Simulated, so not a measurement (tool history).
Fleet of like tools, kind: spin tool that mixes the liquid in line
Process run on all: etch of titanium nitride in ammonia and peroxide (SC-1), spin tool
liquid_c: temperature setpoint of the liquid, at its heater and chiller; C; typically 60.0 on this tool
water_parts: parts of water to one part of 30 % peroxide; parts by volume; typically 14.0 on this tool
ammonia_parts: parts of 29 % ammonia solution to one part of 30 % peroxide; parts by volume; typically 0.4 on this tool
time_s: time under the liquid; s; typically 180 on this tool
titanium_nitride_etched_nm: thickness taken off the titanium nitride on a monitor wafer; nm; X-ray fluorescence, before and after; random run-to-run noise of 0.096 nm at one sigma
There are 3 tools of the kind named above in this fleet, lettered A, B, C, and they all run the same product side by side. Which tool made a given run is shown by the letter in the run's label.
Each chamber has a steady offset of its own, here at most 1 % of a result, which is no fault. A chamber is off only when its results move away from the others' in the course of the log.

| run | hour | liquid_c | water_parts | ammonia_parts | time_s | hours since the thermometer was replaced | hours since the ammonia flow meter was replaced | hours since the heated supply line was repaired | hours since the drum of ammonia solution was connected | read-back film thickness of the titanium nitride reference wafer, read on the same gauge (nm) | titanium_nitride_etched_nm |
|---|---|---|---|---|---|---|---|---|---|---|---|
| 1C | 10.4 | 60.0 | 14.0 | 0.4 | 180 | 54.2 | 1672.4 | 2943.6 | 126.8 | 130.00 | 12.4860 |
| 2A | 20.2 | 60.0 | 14.0 | 0.4 | 180 | 422.8 | 557.9 | 3070.1 | 531.1 | 129.99 | 12.4690 |
| 3B | 27.3 | 60.0 | 14.0 | 0.4 | 180 | 1801.0 | 1061.7 | 1318.5 | 242.9 | 130.01 | 12.3500 |
| 4B | 37.7 | 60.0 | 14.0 | 0.4 | 180 | 1811.4 | 1072.1 | 1328.9 | 253.3 | 129.98 | 12.6850 |
|  | 43.8 | chamber A: new drum of ammonia solution connected |
| 5C | 47.8 | 63.0 | 14.0 | 0.4 | 180 | 91.6 | 1709.8 | 2981.0 | 164.2 | 130.01 | 15.1640 |
| 6A | 53.7 | 63.0 | 14.0 | 0.4 | 180 | 456.3 | 591.4 | 3103.6 | 10.0 | 130.02 | 15.3570 |
| 7C | 62.7 | 63.0 | 14.0 | 0.4 | 180 | 106.5 | 1724.7 | 2995.9 | 179.1 | 129.96 | 14.8630 |
|  | 71.3 | chamber C: heated supply line repaired |
| 8B | 72.5 | 60.0 | 14.0 | 0.4 | 180 | 1846.2 | 1106.9 | 1363.7 | 288.1 | 130.03 | 12.4790 |
| 9A | 80.2 | 60.0 | 14.0 | 0.4 | 180 | 482.8 | 617.9 | 3130.1 | 36.5 | 130.01 | 12.6030 |
| 10A | 89.8 | 60.0 | 14.0 | 0.4 | 180 | 492.4 | 627.5 | 3139.7 | 46.1 | 130.02 | 12.7450 |
| 11C | 95.0 | 60.0 | 14.0 | 0.4 | 180 | 138.8 | 1757.0 | 23.7 | 211.4 | 129.99 | 12.5610 |
| 12B | 101.0 | 60.0 | 14.0 | 0.4 | 180 | 1874.7 | 1135.4 | 1392.2 | 316.6 | 130.01 | 12.3990 |
| 13C | 108.9 | 60.0 | 14.0 | 0.4 | 180 | 152.7 | 1770.9 | 37.6 | 225.3 | 130.00 | 12.4430 |
| 14B | 117.7 | 60.0 | 14.0 | 0.4 | 180 | 1891.4 | 1152.1 | 1408.9 | 333.3 | 130.02 | 12.3080 |
| 15A | 125.9 | 60.0 | 14.0 | 0.4 | 180 | 528.5 | 663.6 | 3175.8 | 82.2 | 129.97 | 12.5880 |
| 16B | 131.0 | 56.5 | 19.5 | 0.4 | 180 | 1904.7 | 1165.4 | 1422.2 | 346.6 | 130.00 | 8.1009 |
|  | 138.2 | chamber B: thermometer replaced |
| 17C | 138.9 | 56.5 | 19.5 | 0.4 | 180 | 182.7 | 1800.9 | 67.6 | 255.3 | 130.02 | 8.2244 |
| 18A | 146.1 | 56.5 | 19.5 | 0.4 | 180 | 548.7 | 683.8 | 3196.0 | 102.4 | 129.96 | 8.4115 |
| 19B | 153.3 | 60.0 | 14.0 | 0.4 | 180 | 15.1 | 1187.7 | 1444.5 | 368.9 | 130.00 | 12.0510 |
| 20C | 162.9 | 60.0 | 14.0 | 0.4 | 180 | 206.7 | 1824.9 | 91.6 | 279.3 | 130.01 | 12.5140 |
|  | 168.6 | chamber B: ammonia flow meter replaced |
| 21A | 171.6 | 60.0 | 14.0 | 0.4 | 180 | 574.2 | 709.3 | 3221.5 | 127.9 | 130.02 | 12.7600 |
| 22C | 179.7 | 60.0 | 14.0 | 0.4 | 180 | 223.5 | 1841.7 | 108.4 | 296.1 | 130.00 | 12.5270 |
| 23B | 187.9 | 60.0 | 14.0 | 0.4 | 180 | 49.7 | 19.3 | 1479.1 | 403.5 | 130.06 | 11.9370 |
| 24A | 197.2 | 60.0 | 14.0 | 0.4 | 180 | 599.8 | 734.9 | 3247.1 | 153.5 | 129.97 | 12.5050 |

Does one chamber stand apart from the rest, does the shared gauge drift, or is all well apart from small per-chamber offsets? Give the chamber and the most likely cause, where there is one.

One chamber, B, drifts off from the rest bit by bit.
Most likely cause: temperature lost on the way to the wafer (K) = 0.927.

Here are 4 candidates for chamber B's next run, each the usual settings with a change, their results left as question marks. Which one brings its results back in line with what the others give on the usual settings?
In line means no further than this from the other chambers' mean on the usual settings: titanium_nitride_etched_nm 0.3300 nm
| 25B-1 | 204.9 | 60.0 | 14.0 | 0.55 | 180 |  |  |  |  |  | ? |
| 25B-2 | 204.9 | 59.5 | 14.0 | 0.40 | 175 |  |  |  |  |  | ? |
| 25B-3 | 204.9 | 60.0 | 13.5 | 0.40 | 195 |  |  |  |  |  | ? |
| 25B-4 | 204.9 | 58.5 | 14.0 | 0.40 | 180 |  |  |  |  |  | ? |

The mean the other chambers reach with the usual settings: titanium_nitride_etched_nm 12.5390 nm
| run | titanium_nitride_etched_nm |
|---|---|
| 25B-1 | 12.6360 |
| 25B-2 | 11.2040 |
| 25B-3 | 13.1700 |
| 25B-4 | 10.7700 |
25B-1 brings the chamber back in line.
